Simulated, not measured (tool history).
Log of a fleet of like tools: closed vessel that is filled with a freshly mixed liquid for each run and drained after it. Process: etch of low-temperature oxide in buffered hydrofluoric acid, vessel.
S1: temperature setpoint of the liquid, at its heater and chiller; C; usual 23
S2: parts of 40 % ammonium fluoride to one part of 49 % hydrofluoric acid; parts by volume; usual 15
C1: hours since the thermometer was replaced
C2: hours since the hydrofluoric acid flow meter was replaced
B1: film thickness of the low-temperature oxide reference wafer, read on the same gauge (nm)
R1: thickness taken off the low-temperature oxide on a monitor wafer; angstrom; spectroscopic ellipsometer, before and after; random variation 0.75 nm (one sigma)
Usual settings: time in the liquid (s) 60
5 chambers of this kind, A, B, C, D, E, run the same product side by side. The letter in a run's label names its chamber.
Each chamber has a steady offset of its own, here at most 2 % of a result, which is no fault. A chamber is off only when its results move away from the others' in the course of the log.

{"run": "1D", "hour": 13.1, "S1": 23, "S2": 15, "time in the liquid (s)": 60, "C1": 161.9, "C2": 123.1, "B1": 129.92, "R1": 1139.1}
{"run": "2B", "hour": 22.5, "S1": 23, "S2": 15, "time in the liquid (s)": 60, "C1": 888.6, "C2": 293.3, "B1": 130.03, "R1": 1103.1}
{"run": "3A", "hour": 31.0, "S1": 23, "S2": 15, "time in the liquid (s)": 60, "C1": 1172.4, "C2": 1018.1, "B1": 130.01, "R1": 1124.4}
{"run": "4C", "hour": 45.5, "S1": 23, "S2": 15, "time in the liquid (s)": 60, "C1": 2443.6, "C2": 408.4, "B1": 130, "R1": 1123.4}
{"run": "5E", "hour": 56.7, "S1": 23, "S2": 15, "time in the liquid (s)": 60, "C1": 1142.9, "C2": 1356.7, "B1": 130.01, "R1": 1130.4}
{"run": "6C", "hour": 65.0, "S1": 23, "S2": 15, "time in the liquid (s)": 60, "C1": 2463.1, "C2": 427.9, "B1": 129.93, "R1": 1127.5}
{"run": "7A", "hour": 79.3, "S1": 23, "S2": 9.5, "time in the liquid (s)": 60, "C1": 1220.7, "C2": 1066.4, "B1": 130.01, "R1": 1733.8}
{"run": "8D", "hour": 91.3, "S1": 23, "S2": 9.5, "time in the liquid (s)": 60, "C1": 240.1, "C2": 201.3, "B1": 129.96, "R1": 1737}
{"run": "9B", "hour": 98.1, "S1": 23, "S2": 9.5, "time in the liquid (s)": 60, "C1": 964.2, "C2": 368.9, "B1": 129.96, "R1": 1697.6}
{"run": "10E", "hour": 112.4, "S1": 23, "S2": 9.5, "time in the liquid (s)": 60, "C1": 1198.6, "C2": 1412.4, "B1": 130.02, "R1": 1724.6}
{"run": "11E", "hour": 121.6, "S1": 23, "S2": 9.5, "time in the liquid (s)": 60, "C1": 1207.8, "C2": 1421.6, "B1": 129.98, "R1": 1746.3}
{"run": "12A", "hour": 129.0, "S1": 28, "S2": 17, "time in the liquid (s)": 60, "C1": 1270.4, "C2": 1116.1, "B1": 130.04, "R1": 1309.7}
{"run": "13C", "hour": 135.5, "S1": 28, "S2": 17, "time in the liquid (s)": 60, "C1": 2533.6, "C2": 498.4, "B1": 130.01, "R1": 1309.2}
{"run": "14D", "hour": 146.5, "S1": 28, "S2": 17, "time in the liquid (s)": 60, "C1": 295.3, "C2": 256.5, "B1": 130.04, "R1": 1319.3}
{"run": "15B", "hour": 160.5, "S1": 28, "S2": 17, "time in the liquid (s)": 60, "C1": 1026.6, "C2": 431.3, "B1": 129.97, "R1": 1278.8}
{"run": "16E", "hour": 170.7, "S1": 28, "S2": 17, "time in the liquid (s)": 60, "C1": 1256.9, "C2": 1470.7, "B1": 129.97, "R1": 1308.4}
{"run": "17A", "hour": 179.6, "S1": 23, "S2": 15, "time in the liquid (s)": 60, "C1": 1321, "C2": 1166.7, "B1": 130.02, "R1": 1129.2}
{"run": "18D", "hour": 186.0, "S1": 23, "S2": 15, "time in the liquid (s)": 60, "C1": 334.8, "C2": 296, "B1": 130.01, "R1": 1135.8}
{"run": "19B", "hour": 195.1, "S1": 23, "S2": 15, "time in the liquid (s)": 60, "C1": 1061.2, "C2": 465.9, "B1": 130.01, "R1": 1102.2}
{"run": "20C", "hour": 207.2, "S1": 23, "S2": 15, "time in the liquid (s)": 60, "C1": 2605.3, "C2": 570.1, "B1": 130.01, "R1": 1116.3}
{"run": "21D", "hour": 217.6, "S1": 23, "S2": 15, "time in the liquid (s)": 60, "C1": 366.4, "C2": 327.6, "B1": 130.02, "R1": 1132.1}
{"run": "22A", "hour": 230.9, "S1": 23, "S2": 15, "time in the liquid (s)": 60, "C1": 1372.3, "C2": 1218, "B1": 130, "R1": 1148.7}
{"run": "23C", "hour": 239.5, "S1": 23, "S2": 15, "time in the liquid (s)": 60, "C1": 2637.6, "C2": 602.4, "B1": 129.99, "R1": 1117.1}
{"run": "24E", "hour": 248.8, "S1": 23, "S2": 15, "time in the liquid (s)": 60, "C1": 1335, "C2": 1548.8, "B1": 129.98, "R1": 1108}
{"run": "25B", "hour": 255.7, "S1": 20, "S2": 15, "time in the liquid (s)": 60, "C1": 1121.8, "C2": 526.5, "B1": 129.99, "R1": 935.97}
{"run": "26C", "hour": 264.3, "S1": 20, "S2": 15, "time in the liquid (s)": 60, "C1": 2662.4, "C2": 627.2, "B1": 130.01, "R1": 943.32}
{"run": "27B", "hour": 278.1, "S1": 20, "S2": 15, "time in the liquid (s)": 60, "C1": 1144.2, "C2": 548.9, "B1": 130.02, "R1": 937.42}
{"run": "28A", "hour": 285.5, "S1": 20, "S2": 15, "time in the liquid (s)": 60, "C1": 1426.9, "C2": 1272.6, "B1": 129.98, "R1": 987.96}
{"run": "29D", "hour": 298.7, "S1": 20, "S2": 15, "time in the liquid (s)": 60, "C1": 447.5, "C2": 408.7, "B1": 129.93, "R1": 963.52}
{"run": "30E", "hour": 310.8, "S1": 19.5, "S2": 19, "time in the liquid (s)": 60, "C1": 1397, "C2": 1610.8, "B1": 129.98, "R1": 735.88}
{"run": "31A", "hour": 322.9, "S1": 19.5, "S2": 19, "time in the liquid (s)": 60, "C1": 1464.3, "C2": 1310, "B1": 129.96, "R1": 758.25}
{"run": "32B", "hour": 335.5, "S1": 19.5, "S2": 19, "time in the liquid (s)": 60, "C1": 1201.6, "C2": 606.3, "B1": 130.01, "R1": 720.41}
{"run": "33C", "hour": 348.6, "S1": 19.5, "S2": 19, "time in the liquid (s)": 60, "C1": 2746.7, "C2": 711.5, "B1": 129.95, "R1": 738.04}
{"run": "34E", "hour": 355.1, "S1": 19.5, "S2": 19, "time in the liquid (s)": 60, "C1": 1441.3, "C2": 1655.1, "B1": 129.97, "R1": 730.25}
{"run": "35D", "hour": 368.1, "S1": 23, "S2": 15, "time in the liquid (s)": 60, "C1": 516.9, "C2": 478.1, "B1": 129.98, "R1": 1139.5}
{"run": "36A", "hour": 381.5, "S1": 23, "S2": 15, "time in the liquid (s)": 60, "C1": 1522.9, "C2": 1368.6, "B1": 129.98, "R1": 1171}
{"run": "37B", "hour": 389.1, "S1": 23, "S2": 15, "time in the liquid (s)": 60, "C1": 1255.2, "C2": 659.9, "B1": 130.01, "R1": 1116}
{"run": "38E", "hour": 397.2, "S1": 23, "S2": 15, "time in the liquid (s)": 60, "C1": 1483.4, "C2": 1697.2, "B1": 130.05, "R1": 1122.4}
{"run": "39D", "hour": 404.7, "S1": 23, "S2": 15, "time in the liquid (s)": 60, "C1": 553.5, "C2": 514.7, "B1": 130, "R1": 1123.2}
{"run": "40C", "hour": 419.2, "S1": 21, "S2": 20, "time in the liquid (s)": 60, "C1": 2817.3, "C2": 782.1, "B1": 130.06, "R1": 766.27}
{"run": "41E", "hour": 433.0, "S1": 21, "S2": 20, "time in the liquid (s)": 60, "C1": 1519.2, "C2": 1733, "B1": 130.01, "R1": 755.93}
{"run": "42C", "hour": 446.7, "S1": 21, "S2": 20, "time in the liquid (s)": 60, "C1": 2844.8, "C2": 809.6, "B1": 129.95, "R1": 755.76}
{"run": "43D", "hour": 458.4, "S1": 21, "S2": 20, "time in the liquid (s)": 60, "C1": 607.2, "C2": 568.4, "B1": 130.04, "R1": 770.95}

What goes on in this fleet: one chamber off, a drifting gauge, or nothing beyond the chambers' own small offsets? Name the chamber and the cause, if any.

Chamber A drifts away from the others.
Cause: liquid hotter than its thermometer reads (K) = 1.15.
The log may not tell that from: hydrofluoric acid flow above the setpoint (%).

Here are 4 candidates for chamber A's next run, each the usual settings with a change, their results left as question marks. Which one brings its results back in line with what the others give on the usual settings?
In line means no further than this from the other chambers' mean on the usual settings: R1 26 angstrom
{"run": "44A-1", "hour": 468.8, "S1": 22.5, "S2": 15, "time in the liquid (s)": 60, "R1": "?"}
{"run": "44A-2", "hour": 468.8, "S1": 23, "S2": 16, "time in the liquid (s)": 60, "R1": "?"}
{"run": "44A-3", "hour": 468.8, "S1": 23, "S2": 14.5, "time in the liquid (s)": 60, "R1": "?"}
{"run": "44A-4", "hour": 468.8, "S1": 23.5, "S2": 14.5, "time in the liquid (s)": 60, "R1": "?"}

The other chambers' mean on the usual settings: R1 1123.7 angstrom
run=44A-1 R1=1172.2
run=44A-2 R1=1130.9
run=44A-3 R1=1245.3
run=44A-4 R1=1279.7
44A-2 brings the chamber back in line.
